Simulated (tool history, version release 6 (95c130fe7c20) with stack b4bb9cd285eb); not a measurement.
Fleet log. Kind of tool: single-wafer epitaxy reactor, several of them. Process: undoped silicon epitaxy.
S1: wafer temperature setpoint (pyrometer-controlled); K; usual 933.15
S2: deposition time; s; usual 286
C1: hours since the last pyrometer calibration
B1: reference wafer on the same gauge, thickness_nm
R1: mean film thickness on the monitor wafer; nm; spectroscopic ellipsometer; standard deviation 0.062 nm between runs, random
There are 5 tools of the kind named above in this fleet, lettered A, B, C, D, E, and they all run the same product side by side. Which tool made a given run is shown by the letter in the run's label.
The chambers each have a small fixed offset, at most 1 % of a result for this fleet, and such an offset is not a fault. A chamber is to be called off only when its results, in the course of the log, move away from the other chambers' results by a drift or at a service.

run 1C day=0.142 | S1=933.15 S2=286 | C1=1245.6 | B1=60.694 | R1=59.409
run 2A day=0.300 | S1=933.15 S2=286 | C1=405.5 | B1=60.720 | R1=59.482
run 3E day=0.562 | S1=933.15 S2=286 | C1=1338.2 | B1=60.718 | R1=59.803
run 4B day=0.738 | S1=933.15 S2=286 | C1=1076.0 | B1=60.720 | R1=59.231
run 5D day=0.921 | S1=933.15 S2=286 | C1=825.4 | B1=60.728 | R1=59.778
run 6C day=1.158 | S1=933.15 S2=286 | C1=1270.0 | B1=60.730 | R1=59.582
-- day=1.367 chamber D: pyrometer calibrated
run 7E day=1.421 | S1=933.15 S2=286 | C1=1358.8 | B1=60.744 | R1=59.843
run 8A day=1.554 | S1=933.15 S2=286 | C1=435.6 | B1=60.740 | R1=59.472
run 9D day=1.771 | S1=933.15 S2=286 | C1=9.7 | B1=60.760 | R1=59.928
run 10B day=1.962 | S1=933.15 S2=286 | C1=1105.4 | B1=60.753 | R1=59.201
run 11A day=2.250 | S1=933.15 S2=255 | C1=452.3 | B1=60.766 | R1=53.083
run 12B day=2.500 | S1=933.15 S2=255 | C1=1118.3 | B1=60.772 | R1=52.823
run 13C day=2.679 | S1=933.15 S2=255 | C1=1306.5 | B1=60.780 | R1=53.128
run 14E day=2.808 | S1=933.15 S2=255 | C1=1392.1 | B1=60.796 | R1=53.478
run 15D day=3.054 | S1=933.15 S2=255 | C1=40.5 | B1=60.791 | R1=53.435
run 16C day=3.208 | S1=933.15 S2=286 | C1=1319.2 | B1=60.795 | R1=59.561
run 17A day=3.500 | S1=933.15 S2=286 | C1=482.3 | B1=60.804 | R1=59.532
run 18D day=3.696 | S1=933.15 S2=286 | C1=55.9 | B1=60.816 | R1=59.842
run 19B day=3.912 | S1=933.15 S2=286 | C1=1152.2 | B1=60.810 | R1=59.167
run 20E day=4.075 | S1=933.15 S2=286 | C1=1422.5 | B1=60.811 | R1=59.886
run 21A day=4.258 | S1=933.15 S2=256 | C1=500.5 | B1=60.822 | R1=53.434
run 22B day=4.408 | S1=933.15 S2=256 | C1=1164.1 | B1=60.833 | R1=53.132
run 23C day=4.671 | S1=933.15 S2=256 | C1=1354.3 | B1=60.833 | R1=53.355
run 24D day=4.962 | S1=933.15 S2=256 | C1=86.3 | B1=60.842 | R1=53.622
run 25E day=5.242 | S1=933.15 S2=256 | C1=1450.5 | B1=60.854 | R1=53.675
run 26E day=5.371 | S1=933.15 S2=286 | C1=1453.6 | B1=60.853 | R1=60.088
run 27A day=5.596 | S1=933.15 S2=286 | C1=532.6 | B1=60.858 | R1=59.603
run 28B day=5.867 | S1=933.15 S2=286 | C1=1199.1 | B1=60.859 | R1=59.358
run 29D day=6.062 | S1=933.15 S2=286 | C1=112.7 | B1=60.874 | R1=60.041
run 30C day=6.238 | S1=933.15 S2=286 | C1=1391.9 | B1=60.880 | R1=59.654
run 31A day=6.383 | S1=933.15 S2=286 | C1=551.5 | B1=60.892 | R1=59.605
run 32E day=6.646 | S1=933.15 S2=286 | C1=1484.2 | B1=60.885 | R1=59.966
run 33D day=6.812 | S1=933.15 S2=286 | C1=130.7 | B1=60.897 | R1=59.943
run 34C day=7.021 | S1=946.15 S2=250 | C1=1410.7 | B1=60.899 | R1=68.950
run 35B day=7.271 | S1=946.15 S2=250 | C1=1232.8 | B1=60.906 | R1=68.423
run 36D day=7.546 | S1=946.15 S2=250 | C1=148.3 | B1=60.927 | R1=69.197
run 37E day=7.804 | S1=946.15 S2=250 | C1=1512.0 | B1=60.925 | R1=69.159
run 38C day=8.038 | S1=946.15 S2=250 | C1=1435.1 | B1=60.914 | R1=68.802
run 39B day=8.167 | S1=933.15 S2=286 | C1=1254.3 | B1=60.933 | R1=59.338
run 40A day=8.362 | S1=933.15 S2=286 | C1=599.0 | B1=60.928 | R1=59.746
run 41C day=8.521 | S1=933.15 S2=286 | C1=1446.7 | B1=60.952 | R1=59.727
run 42B day=8.679 | S1=933.15 S2=286 | C1=1266.6 | B1=60.946 | R1=59.366
run 43A day=8.867 | S1=933.15 S2=286 | C1=611.1 | B1=60.958 | R1=59.694

The same settings go to every chamber for the next run, one line per chamber below. Forecast the results for each:
run 44A day=9.075 | S1=933.15 S2=286 | R1=?
run 44B day=9.075 | S1=933.15 S2=286 | R1=?
run 44C day=9.075 | S1=933.15 S2=286 | R1=?
run 44D day=9.075 | S1=933.15 S2=286 | R1=?
run 44E day=9.075 | S1=933.15 S2=286 | R1=?

run=44A R1=59.690
run=44B R1=59.333
run=44C R1=59.688
run=44D R1=60.001
run=44E R1=60.080
